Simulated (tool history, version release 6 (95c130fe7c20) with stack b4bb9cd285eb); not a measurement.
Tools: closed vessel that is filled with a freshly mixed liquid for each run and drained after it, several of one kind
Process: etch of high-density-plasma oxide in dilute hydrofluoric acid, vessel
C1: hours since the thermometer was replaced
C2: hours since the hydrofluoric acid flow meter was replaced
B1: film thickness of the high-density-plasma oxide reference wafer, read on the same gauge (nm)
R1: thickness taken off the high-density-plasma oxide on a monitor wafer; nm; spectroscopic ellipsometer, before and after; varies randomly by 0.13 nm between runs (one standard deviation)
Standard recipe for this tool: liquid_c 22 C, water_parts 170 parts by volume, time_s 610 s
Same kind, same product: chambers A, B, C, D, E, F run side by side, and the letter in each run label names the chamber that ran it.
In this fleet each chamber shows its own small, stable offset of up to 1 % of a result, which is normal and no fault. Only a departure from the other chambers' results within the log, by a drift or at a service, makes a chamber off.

Run 1C, hour 5.7: usual settings; C1 1016; C2 395.9; B1 100.01. Result: R1 15.649 nm.
Run 2A, hour 9.4: usual settings; C1 16.9; C2 44.6; B1 99.996. Result: R1 15.458 nm.
Run 3D, hour 14: usual settings; C1 1046.3; C2 732.7; B1 99.992. Result: R1 15.854 nm.
Run 4F, hour 16.9: usual settings; C1 151.4; C2 851.6; B1 100.02. Result: R1 15.551 nm.
Run 5E, hour 20.8: usual settings; C1 1119.6; C2 1042.8; B1 99.991. Result: R1 15.325 nm.
Run 6B, hour 25.2: usual settings but water_parts 235 parts by volume, time_s 920 s; C1 506.1; C2 154.5; B1 100. Result: R1 15.959 nm.
Run 7E, hour 29.3: usual settings but water_parts 235 parts by volume, time_s 920 s; C1 1128.1; C2 1051.3; B1 100.01. Result: R1 15.766 nm.
Run 8F, hour 33.6: usual settings but water_parts 235 parts by volume, time_s 920 s; C1 168.1; C2 868.3; B1 100.01. Result: R1 15.87 nm.
Run 9A, hour 36.3: usual settings but water_parts 235 parts by volume, time_s 920 s; C1 43.8; C2 71.5; B1 100.02. Result: R1 15.864 nm.
Run 10B, hour 39.9: usual settings but water_parts 235 parts by volume, time_s 920 s; C1 520.8; C2 169.2; B1 99.99. Result: R1 15.858 nm.
Run 11D, hour 44.3: usual settings but water_parts 235 parts by volume, time_s 920 s; C1 1076.6; C2 763; B1 100.01. Result: R1 15.96 nm.
Run 12C, hour 48.8: usual settings; C1 1059.1; C2 439; B1 99.981. Result: R1 15.515 nm.
Run 13A, hour 53.6: usual settings; C1 61.1; C2 88.8; B1 99.995. Result: R1 15.552 nm.
Run 14E, hour 58.7: usual settings; C1 1157.5; C2 1080.7; B1 99.999. Result: R1 15.624 nm.
Run 15F, hour 62: usual settings; C1 196.5; C2 896.7; B1 100.02. Result: R1 15.618 nm.
Run 16B, hour 67.3: usual settings but time_s 910 s; C1 548.2; C2 196.6; B1 100.01. Result: R1 23.176 nm.
Run 17D, hour 71.5: usual settings but time_s 910 s; C1 1103.8; C2 790.2; B1 100.01. Result: R1 23.548 nm.
Run 18C, hour 77: usual settings but time_s 910 s; C1 1087.3; C2 467.2; B1 99.995. Result: R1 23.187 nm.
Run 19E, hour 80.2: usual settings but time_s 910 s; C1 1179; C2 1102.2; B1 99.993. Result: R1 23.483 nm.
Run 20D, hour 83.7: usual settings but time_s 910 s; C1 1116; C2 802.4; B1 100.03. Result: R1 23.268 nm.
Run 21C, hour 87.7: usual settings but time_s 910 s; C1 1098; C2 477.9; B1 99.997. Result: R1 23.575 nm.
Run 22B, hour 93.4: usual settings; C1 574.3; C2 222.7; B1 99.998. Result: R1 15.623 nm.
Run 23A, hour 98.7: usual settings but time_s 860 s; C1 106.2; C2 133.9; B1 100. Result: R1 21.666 nm.
Run 24F, hour 103: usual settings but time_s 860 s; C1 237.5; C2 937.7; B1 99.984. Result: R1 22.056 nm.
Run 25F, hour 108.8: usual settings but time_s 860 s; C1 243.3; C2 943.5; B1 100.02. Result: R1 22.262 nm.
Run 26A, hour 112.5: usual settings but time_s 860 s; C1 120; C2 147.7; B1 100. Result: R1 22.119 nm.
Run 27E, hour 117.6: usual settings but time_s 860 s; C1 1216.4; C2 1139.6; B1 99.997. Result: R1 22.909 nm.
Run 28D, hour 121.1: usual settings but time_s 860 s; C1 1153.4; C2 839.8; B1 99.998. Result: R1 22.538 nm.
Run 29C, hour 125.1: usual settings; C1 1135.4; C2 515.3; B1 99.994. Result: R1 15.54 nm.
Run 30B, hour 128.4: usual settings but liquid_c 19.5 C, water_parts 145 parts by volume; C1 609.3; C2 257.7; B1 99.986. Result: R1 16.883 nm.
Run 31A, hour 131.9: usual settings but liquid_c 19.5 C, water_parts 145 parts by volume; C1 139.4; C2 167.1; B1 99.995. Result: R1 16.961 nm.
Run 32B, hour 137: usual settings but liquid_c 19.5 C, water_parts 145 parts by volume; C1 617.9; C2 266.3; B1 100.01. Result: R1 16.998 nm.
Run 33E, hour 141.7: usual settings but liquid_c 19.5 C, water_parts 145 parts by volume; C1 1240.5; C2 1163.7; B1 100.01. Result: R1 18.117 nm.
Run 34F, hour 145.7: usual settings but liquid_c 19.5 C, water_parts 145 parts by volume; C1 280.2; C2 980.4; B1 100.02. Result: R1 17.101 nm.
Run 35D, hour 151: usual settings but liquid_c 19.5 C, water_parts 145 parts by volume; C1 1183.3; C2 869.7; B1 99.99. Result: R1 17.163 nm.
Run 36C, hour 155.4: usual settings; C1 1165.7; C2 545.6; B1 100.03. Result: R1 15.505 nm.
Run 37B, hour 159.8: usual settings; C1 640.7; C2 289.1; B1 99.994. Result: R1 15.612 nm.
Run 38C, hour 162.8: usual settings but liquid_c 18 C, water_parts 140 parts by volume; C1 1173.1; C2 553; B1 99.996. Result: R1 17.009 nm.

Next, every chamber runs the same settings. What will each give?
Run 39A, hour 167.2: usual settings but liquid_c 19.5 C. Result: R1 ?.
Run 39B, hour 167.2: usual settings but liquid_c 19.5 C. Result: R1 ?.
Run 39C, hour 167.2: usual settings but liquid_c 19.5 C. Result: R1 ?.
Run 39D, hour 167.2: usual settings but liquid_c 19.5 C. Result: R1 ?.
Run 39E, hour 167.2: usual settings but liquid_c 19.5 C. Result: R1 ?.
Run 39F, hour 167.2: usual settings but liquid_c 19.5 C. Result: R1 ?.

run      R1
39A  13.971
39B  13.972
39C  14.295
39D  14.082
39E  15.624
39F  14.049
